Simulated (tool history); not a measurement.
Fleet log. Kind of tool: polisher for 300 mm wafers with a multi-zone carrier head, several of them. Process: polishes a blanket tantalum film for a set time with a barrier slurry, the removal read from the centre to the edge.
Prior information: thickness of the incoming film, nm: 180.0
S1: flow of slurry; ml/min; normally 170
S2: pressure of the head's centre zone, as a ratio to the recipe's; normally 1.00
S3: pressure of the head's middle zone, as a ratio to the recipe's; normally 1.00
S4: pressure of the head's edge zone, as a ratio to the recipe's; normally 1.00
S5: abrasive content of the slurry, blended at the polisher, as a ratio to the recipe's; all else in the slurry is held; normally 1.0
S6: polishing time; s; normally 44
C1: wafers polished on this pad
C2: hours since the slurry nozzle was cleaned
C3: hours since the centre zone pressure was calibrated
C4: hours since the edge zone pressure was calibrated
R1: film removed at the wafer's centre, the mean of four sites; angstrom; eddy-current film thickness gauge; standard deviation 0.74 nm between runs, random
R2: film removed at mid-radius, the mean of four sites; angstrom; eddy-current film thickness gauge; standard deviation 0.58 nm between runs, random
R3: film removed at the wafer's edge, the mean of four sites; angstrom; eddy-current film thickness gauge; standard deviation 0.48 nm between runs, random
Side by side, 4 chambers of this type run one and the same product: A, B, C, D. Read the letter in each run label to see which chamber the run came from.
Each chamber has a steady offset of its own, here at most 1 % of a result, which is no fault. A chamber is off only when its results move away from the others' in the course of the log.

run	hour	S1	S2	S3	S4	S5	S6	C1	C2	C3	C4	R1	R2	R3
# hour 4.1: chamber B: edge zone pressure recalibrated
1D	11.1	170	1.00	1.00	1.00	1.0	44	1081	288.5	86.7	138.9	507.11	515.35	506.72
# hour 18.9: chamber D: worn pad replaced by a new one
2B	23.3	170	1.00	1.00	1.00	1.0	44	824	176.4	246.2	19.3	509.12	518.83	511.66
# hour 31.3: chamber D: slurry nozzle cleaned
3C	36.6	170	1.00	1.00	1.00	1.0	44	1198	605.4	40.2	304.9	514.02	518.21	513.81
# hour 44.1: chamber C: worn pad replaced by a new one
4A	47.5	170	1.00	1.00	1.00	1.0	44	1111	776.5	309.9	187.0	504.86	499.65	505.28
# hour 53.6: chamber A: worn pad replaced by a new one
5B	61.3	170	1.00	1.00	1.00	1.0	44	1396	214.4	284.2	57.3	516.30	528.46	505.69
# hour 70.4: chamber C: slurry nozzle cleaned
6A	70.9	170	1.00	1.00	1.00	1.0	44	261	799.9	333.3	210.4	519.85	520.34	517.08
7D	84.2	170	1.00	1.00	1.00	1.0	44	981	52.9	159.8	212.0	515.50	514.77	518.26
# hour 91.2: chamber D: worn pad replaced by a new one
8C	97.6	170	1.00	1.00	1.00	1.0	44	805	27.2	101.2	365.9	521.79	514.69	513.78
9D	106.2	170	1.00	1.00	1.00	1.0	44	225	74.9	181.8	234.0	525.58	499.57	518.46
# hour 111.9: chamber B: centre zone pressure recalibrated
10A	117.3	170	1.00	1.00	0.94	1.1	44	958	846.3	379.7	256.8	526.92	522.14	506.63
# hour 127.3: chamber C: worn pad replaced by a new one
11C	130.5	170	1.00	1.00	0.94	1.1	44	48	60.1	134.1	398.8	534.87	527.53	502.81
# hour 134.5: chamber A: worn pad replaced by a new one
# hour 136.6: chamber A: centre zone pressure recalibrated
12B	137.6	170	1.00	1.00	0.94	1.1	44	2543	290.7	25.7	133.6	507.75	525.61	512.30
# hour 139.7: chamber A: slurry nozzle cleaned
13C	150.9	170	1.00	1.00	0.94	1.1	44	354	80.5	154.5	419.2	524.94	536.67	518.76
# hour 156.1: chamber D: worn pad replaced by a new one
# hour 156.7: chamber D: edge zone pressure recalibrated
14B	157.1	170	1.00	1.00	1.00	1.0	56	2836	310.2	45.2	153.1	658.88	635.02	646.29
15A	165.2	170	1.00	1.00	1.00	1.0	56	462	25.5	28.7	304.7	627.12	671.02	659.89
16D	176.6	170	1.00	1.00	1.00	1.0	56	308	145.3	252.2	20.0	663.40	645.95	652.51
17C	184.1	170	1.00	1.00	1.00	1.0	56	853	113.7	187.7	452.4	645.31	653.07	642.84
18B	194.2	170	1.00	1.00	1.00	1.0	44	3393	347.3	82.3	190.2	511.09	500.13	495.74
19D	204.7	170	1.00	1.00	1.00	1.0	44	731	173.4	280.3	48.1	521.53	499.05	519.24
# hour 209.6: chamber A: worn pad replaced by a new one
20A	217.0	170	1.00	1.00	1.00	1.0	44	112	77.3	80.5	356.5	505.42	529.74	510.89
# hour 227.3: chamber C: worn pad replaced by a new one
21B	229.1	170	1.00	1.00	1.00	1.0	44	3918	382.2	117.2	225.1	487.38	485.89	487.19
# hour 237.8: chamber D: worn pad replaced by a new one
22C	239.3	170	1.00	1.00	1.00	1.0	44	181	168.9	242.9	507.6	522.92	513.22	511.73
23D	246.3	170	1.00	1.00	1.00	1.0	44	128	215.0	321.9	89.7	516.09	507.13	514.66
24A	253.3	170	1.00	1.07	1.00	1.0	44	658	113.6	116.8	392.8	510.72	546.51	512.85
25D	264.7	170	1.00	1.07	1.00	1.0	44	404	233.4	340.3	108.1	519.13	540.02	508.51
# hour 276.4: chamber C: edge zone pressure recalibrated
26A	278.1	170	1.00	1.07	1.00	1.0	44	1030	138.4	141.6	417.6	492.16	545.49	512.04
27C	284.3	170	1.00	1.07	1.00	1.0	44	857	213.9	287.9	7.9	519.29	545.20	510.31
# hour 285.9: chamber A: worn pad replaced by a new one
28B	295.4	170	1.00	1.00	1.00	1.0	44	4914	448.5	183.5	291.4	473.03	475.93	479.08
# hour 308.6: chamber D: worn pad replaced by a new one
29C	308.6	170	1.00	1.00	1.00	1.0	44	1223	238.2	312.2	32.2	521.33	512.56	511.44
30B	315.1	170	1.00	1.00	1.00	1.0	44	5211	468.2	203.2	311.1	482.53	484.46	464.59
31D	326.1	170	1.00	1.00	1.00	1.0	44	264	294.8	401.7	169.5	509.26	501.74	509.47
32A	336.1	170	1.00	1.00	1.00	1.0	44	755	196.4	199.6	475.6	523.12	509.49	507.67
33B	348.2	170	1.00	1.00	1.00	1.0	56	5708	501.3	236.3	344.2	590.86	589.93	592.66
# hour 356.5: chamber A: worn pad replaced by a new one
34A	356.5	170	1.00	1.00	1.00	1.0	56	0	216.8	220.0	496.0	647.37	659.78	665.23

Is one chamber out of step, is the gauge drifting, or do the chambers differ by no more than their own small offsets? For an off chamber, give its letter and the likeliest cause.

One chamber, B, drifts off from the rest bit by bit.
Most likely cause: removal rate lost through wear of the pad, % = 9.11.
It could be hard to tell apart here from: slurry flow missing at the pad, %.

Chamber B could run next with any of the 4 candidate recipes listed below; each alters the usual settings, and their results appear as question marks. Which one brings its results back in line with what the other chambers deliver on the usual settings?
To be in line, a result may differ from the other chambers' mean on the usual settings by at most: R1 26.00 angstrom; R2 20.00 angstrom; R3 17.00 angstrom
35B-1	366.5	170	1.00	1.01	0.99	0.95	38					?	?	?
35B-2	366.5	175	1.01	0.99	1.01	1.05	51					?	?	?
35B-3	366.5	175	1.01	0.99	1.01	1.00	48					?	?	?
35B-4	366.5	170	1.00	1.01	0.99	1.00	40					?	?	?

Other chambers, usual settings, mean: R1 513.86 angstrom; R2 513.43 angstrom; R3 513.00 angstrom
run	R1	R2	R3
35B-1	393.41	401.64	390.60
35B-2	552.51	547.64	547.45
35B-3	512.86	508.34	508.16
35B-4	420.41	429.21	417.41
Change 35B-3 lands the chamber within the allowed miss of the other chambers.

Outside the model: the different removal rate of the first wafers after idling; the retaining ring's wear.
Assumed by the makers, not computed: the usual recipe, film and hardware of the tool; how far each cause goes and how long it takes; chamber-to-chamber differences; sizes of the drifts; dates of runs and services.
